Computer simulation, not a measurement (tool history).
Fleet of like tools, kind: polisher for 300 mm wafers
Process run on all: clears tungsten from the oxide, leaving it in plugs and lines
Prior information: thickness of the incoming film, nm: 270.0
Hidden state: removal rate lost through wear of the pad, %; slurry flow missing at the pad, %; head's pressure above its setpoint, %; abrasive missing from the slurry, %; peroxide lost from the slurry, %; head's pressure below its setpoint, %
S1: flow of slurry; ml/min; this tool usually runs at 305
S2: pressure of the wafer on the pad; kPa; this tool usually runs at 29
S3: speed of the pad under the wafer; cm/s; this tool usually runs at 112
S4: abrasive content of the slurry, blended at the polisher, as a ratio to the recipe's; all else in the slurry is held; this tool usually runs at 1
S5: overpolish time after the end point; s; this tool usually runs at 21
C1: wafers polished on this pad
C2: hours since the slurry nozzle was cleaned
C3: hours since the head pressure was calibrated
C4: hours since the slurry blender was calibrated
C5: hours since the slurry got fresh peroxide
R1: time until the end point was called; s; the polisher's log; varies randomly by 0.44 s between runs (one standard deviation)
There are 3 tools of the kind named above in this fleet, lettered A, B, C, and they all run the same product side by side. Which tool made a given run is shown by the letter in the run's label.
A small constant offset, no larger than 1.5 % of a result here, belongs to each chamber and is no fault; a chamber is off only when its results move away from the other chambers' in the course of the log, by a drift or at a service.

run    day   S1  S2   S3  S4  S5    C1     C2      C3     C4     C5      R1
      0.25  -- chamber B: slurry tank refilled with fresh slurry and peroxide
 1B  0.317  305  29  112   1  21   486    194   306.4    120    1.7  49.862
 2A  0.529  305  29  112   1  21   228   71.5   245.2  193.3   46.7   49.18
 3C  0.829  305  29  112   1  21   397  597.5  1322.5  338.3   81.1  47.681
     0.908  -- chamber B: worn pad replaced by a new one
 4A  1.117  305  29  112   1  21   429   85.6   259.3  207.4   60.8  49.041
 5B    1.4  305  29  112   1  21   168    220   332.4    146   27.7  48.967
     1.421  -- chamber A: slurry blender recalibrated
 6C  1.633  305  29  112   1  21   672  616.8  1341.8  357.6  100.4  48.021
 7C  1.917  305  29  112   1  21   768  623.6  1348.6  364.4  107.2  47.798
     2.117  -- chamber C: head pressure recalibrated
 8A  2.129  305  29  128   1  21   775  109.9   283.6   17.1   85.1  42.887
 9B   2.35  305  29  128   1  21   493  242.8   355.2  168.8   50.5  42.649
     2.392  -- chamber A: worn pad replaced by a new one
     2.588  -- chamber C: slurry nozzle cleaned
10A  2.617  305  29  128   1  21    77  121.6   295.3   28.8   96.8  42.451
     2.683  -- chamber A: slurry tank refilled with fresh slurry and peroxide
11C  2.858  305  29  112   1  21  1091    6.5    17.8    387  129.8   52.75
     2.996  -- chamber B: worn pad replaced by a new one
12B  3.167  305  29  112   1  29    59  262.4   374.8  188.4   70.1  49.687
13C  3.488  305  29  112   1  29  1306   21.6    32.9  402.1  144.9  53.768
14B  3.779  305  29  112   1  29   268  277.1   389.5  203.1   84.8  49.175
     3.788  -- chamber C: worn pad replaced by a new one
15A  3.938  305  29  112   1  21   529  153.3     327   60.5   30.1  48.604
16C  4.167  305  29  112   1  21   130   37.9    49.2  418.4  161.2  53.611
     4.312  -- chamber B: slurry nozzle cleaned
17A    4.4  305  29  112   1  21   687  164.4   338.1   71.6   41.2  48.582
     4.417  -- chamber A: worn pad replaced by a new one
18B  4.562  305  29  112   1  21   536    6.1   408.3  221.9  103.6  49.666
19A  4.892  305  29  112   1  21   162  176.2   349.9   83.4     53  48.359
     5.021  -- chamber B: worn pad replaced by a new one
20B  5.092  305  29  112   1  21    24   18.8     421  234.6  116.3  49.146

Has any chamber moved away from the others, gradually or after a service, or does the common gauge drift, or do the chambers differ only by their own small steady offsets? State the chamber and the most likely cause if one applies.

A service left chamber C off against the others.
Most likely cause: head's pressure below its setpoint, % = 8.72.

Below are 4 candidate recipes for chamber C's next run, each the usual settings with a change, their results shown as question marks. Which of them brings C's results back in line with what the other chambers give on the usual settings?
In-line tolerance around the mean of the other chambers on the usual settings: R1 1.5 s
21C-1  5.325  305  26.9  104    1  21                       ?
21C-2  5.325  305    29  112  0.7  21                       ?
21C-3  5.325  305    31  120    1  21                       ?
21C-4  5.325  305  31.7  112    1  21                       ?

Other chambers, usual settings, mean: R1 49.174 s
  run      R1
21C-1  61.862
21C-2   58.07
21C-3  46.569
21C-4  48.795
21C-4 is the one that brings the chamber's results back in line with the other chambers.

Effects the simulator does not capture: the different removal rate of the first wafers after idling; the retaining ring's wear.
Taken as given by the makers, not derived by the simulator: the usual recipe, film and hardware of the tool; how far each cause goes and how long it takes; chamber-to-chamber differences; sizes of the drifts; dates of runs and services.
